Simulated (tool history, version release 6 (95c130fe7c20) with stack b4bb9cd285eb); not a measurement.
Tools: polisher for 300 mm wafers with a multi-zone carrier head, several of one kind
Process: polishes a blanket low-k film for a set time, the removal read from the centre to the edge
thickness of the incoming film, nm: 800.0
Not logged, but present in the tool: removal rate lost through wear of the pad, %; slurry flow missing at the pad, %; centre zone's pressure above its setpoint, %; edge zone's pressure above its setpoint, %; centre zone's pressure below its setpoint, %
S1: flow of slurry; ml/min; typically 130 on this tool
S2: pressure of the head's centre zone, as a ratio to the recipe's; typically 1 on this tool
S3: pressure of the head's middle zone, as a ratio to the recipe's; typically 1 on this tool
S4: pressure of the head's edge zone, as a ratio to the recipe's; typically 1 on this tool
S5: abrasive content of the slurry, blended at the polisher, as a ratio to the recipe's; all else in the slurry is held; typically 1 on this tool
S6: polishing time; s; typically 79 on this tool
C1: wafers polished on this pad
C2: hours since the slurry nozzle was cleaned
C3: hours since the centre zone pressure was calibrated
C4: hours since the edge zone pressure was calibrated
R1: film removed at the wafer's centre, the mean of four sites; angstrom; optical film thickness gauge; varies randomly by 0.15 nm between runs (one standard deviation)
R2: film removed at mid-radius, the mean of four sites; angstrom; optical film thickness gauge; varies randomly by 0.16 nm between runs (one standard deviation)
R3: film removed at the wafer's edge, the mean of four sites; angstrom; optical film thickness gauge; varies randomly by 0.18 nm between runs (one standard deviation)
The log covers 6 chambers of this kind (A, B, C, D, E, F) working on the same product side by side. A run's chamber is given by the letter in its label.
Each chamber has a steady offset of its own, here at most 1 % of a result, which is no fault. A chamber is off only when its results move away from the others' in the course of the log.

run,hour,S1,S2,S3,S4,S5,S6,C1,C2,C3,C4,R1,R2,R3
# hour 0.6: chamber B: worn pad replaced by a new one
1E,6.3,130,1,1,1,1,79,260,128.7,480,60.9,219.97,219.43,220.18
# hour 7.9: chamber F: worn pad replaced by a new one
# hour 9.5: chamber A: worn pad replaced by a new one
2C,12.4,130,1,1,1,1,79,1148,35.5,421.1,40.9,220.24,214.54,218.39
# hour 18.4: chamber D: slurry nozzle cleaned
3F,18.7,130,1,1,1,1,79,140,496,648.5,521,216.43,216.74,220.11
4D,26.4,130,1,1,1,1,79,772,8,390.9,553.9,217.68,219.23,212.17
# hour 29.3: chamber C: worn pad replaced by a new one
5A,31.5,130,1,1,1,1,79,284,173.2,343.2,58.9,217.49,215.6,214.95
6B,35.6,130,0.91,0.95,1,1,79,452,194.2,311.3,282,194.51,207.9,217.44
# hour 37.5: chamber D: worn pad replaced by a new one
7A,43.4,130,0.91,0.95,1,1,79,438,185.1,355.1,70.8,195.53,207.51,218.89
8E,47.5,130,0.91,0.95,1,1,79,793,169.9,521.2,102.1,195.25,206.83,216.99
9C,53.8,130,0.91,0.95,1,1,79,316,76.9,462.5,82.3,195.63,208.02,223.16
# hour 55.7: chamber C: centre zone pressure recalibrated
# hour 55.8: chamber A: worn pad replaced by a new one
# hour 59.2: chamber F: worn pad replaced by a new one
10B,61.3,130,0.91,0.95,1,1,79,784,219.9,337,307.7,194.35,205.9,213.65
11F,67.9,130,0.91,0.95,1,1,79,112,545.2,697.7,570.2,197.19,206.53,219.94
12D,74.2,130,1,1,1,1,79,474,55.8,438.7,601.7,214.16,218.65,216.92
13B,80.7,130,1,1,1,1,79,1035,239.3,356.4,327.1,210.63,216.16,214.16
# hour 82: chamber E: worn pad replaced by a new one
14E,85.5,130,1,1,1,1,79,45,207.9,559.2,140.1,217.2,216.03,214.68
15A,89.2,130,1,1,1,1,79,431,230.9,400.9,116.6,214.7,213.89,216.26
16C,93,130,1,1,1,1,79,823,116.1,37.3,121.5,216.77,219.35,218.35
# hour 96.5: chamber A: worn pad replaced by a new one
17D,98.5,130,1,1,1,1,79,787,80.1,463,626,212.09,217.14,217.87
# hour 104.6: chamber B: worn pad replaced by a new one
18F,106.6,130,1,1,1,1,79,612,583.9,736.4,608.9,218.25,219.5,216.23
# hour 108.8: chamber F: worn pad replaced by a new one
19A,111,130,1,1,1,1,79,188,252.7,422.7,138.4,218.92,216.28,214.1
# hour 113.9: chamber D: worn pad replaced by a new one
# hour 115.8: chamber A: centre zone pressure recalibrated
20F,117.6,130,1,1,1,1,79,113,594.9,747.4,619.9,218.58,216.62,217.55
21D,122.9,130,1,1,1,1,79,116,104.5,487.4,650.4,218.33,221.33,214.16
# hour 125.2: chamber C: worn pad replaced by a new one
22B,130.5,130,1,1,1,1,79,335,289.1,406.2,376.9,217.12,213.61,215.62
# hour 134: chamber B: slurry nozzle cleaned
23C,138.5,130,1,1,1,1,79,171,161.6,82.8,167,217.42,215.03,217.59
# hour 139.2: chamber A: worn pad replaced by a new one
24E,143.8,130,1,1,1,1,79,798,266.2,617.5,198.4,218.17,216.11,216.52
# hour 148.3: chamber F: edge zone pressure recalibrated
25A,151.7,130,1,1,1,1,79,162,293.4,35.9,179.1,219.04,213.99,218.54
# hour 153.2: chamber F: worn pad replaced by a new one
# hour 154.5: chamber E: worn pad replaced by a new one
26D,155.3,130,1,1,1,1,79,535,136.9,519.8,682.8,216.59,218.27,217.25
27C,163.4,130,1,1,1,1,79,493,186.5,107.7,191.9,219.35,216.05,216.21
28F,170,130,1,1,1,1,79,217,647.3,799.8,21.8,217.64,214.82,219.19
# hour 172.3: chamber E: slurry nozzle cleaned
29B,174.7,130,1,1,1,1,79,906,40.8,450.4,421.1,214.2,216.42,215.08
30E,180.7,130,1,1,1,1,79,339,8.4,654.4,235.3,216.23,215.47,220.29
31F,185.4,130,1,1,1,1,79,416,662.7,815.2,37.2,217.03,216.91,217.84
# hour 185.8: chamber F: centre zone pressure recalibrated
# hour 190.5: chamber A: worn pad replaced by a new one
32C,190.9,130,1,1,1,1,79,848,214,135.2,219.4,218.41,215.56,217.86
33A,195.8,130,1.11,1,1,1.15,79,69,337.5,80,223.2,260.61,231.29,230.22
# hour 195.9: chamber F: worn pad replaced by a new one
# hour 199.8: chamber B: worn pad replaced by a new one
34E,202.2,130,1.11,1,1,1.15,79,616,29.9,675.9,256.8,262.61,231.98,229.88
# hour 204.6: chamber D: worn pad replaced by a new one
35D,207.3,130,1.11,1,1,1.15,79,35,188.9,571.8,734.8,258.48,233.56,232.58
36B,213.3,130,1.11,1,1,1.15,79,175,79.4,489,459.7,257.39,228.26,230.19
# hour 218: chamber A: slurry nozzle cleaned
37F,218.1,130,1.11,1,1,1.15,79,287,695.4,32.3,69.9,258.41,228.05,234.25
38E,221.8,130,1.11,1,1,1.15,79,869,49.5,695.5,276.4,258.71,230.07,229.23
39B,227.5,130,1,1,1,1,79,358,93.6,503.2,473.9,215.83,216.46,216.1
40A,235.3,130,1,1,1,1,79,579,17.4,119.5,262.7,218.43,215.37,218.08

The same settings go to every chamber for the next run, one line per chamber below. Forecast the results for each:
41A,241.1,130,1,1,1,1,79,,,,,?,?,?
41B,241.1,130,1,1,1,1,79,,,,,?,?,?
41C,241.1,130,1,1,1,1,79,,,,,?,?,?
41D,241.1,130,1,1,1,1,79,,,,,?,?,?
41E,241.1,130,1,1,1,1,79,,,,,?,?,?
41F,241.1,130,1,1,1,1,79,,,,,?,?,?

run,R1,R2,R3
41A,217.61,212.12,215.84
41B,215.88,213.89,215.55
41C,217.7,216.15,220.43
41D,215.49,216.47,216.09
41E,221.07,217,217.01
41F,217.5,220.22,221.02

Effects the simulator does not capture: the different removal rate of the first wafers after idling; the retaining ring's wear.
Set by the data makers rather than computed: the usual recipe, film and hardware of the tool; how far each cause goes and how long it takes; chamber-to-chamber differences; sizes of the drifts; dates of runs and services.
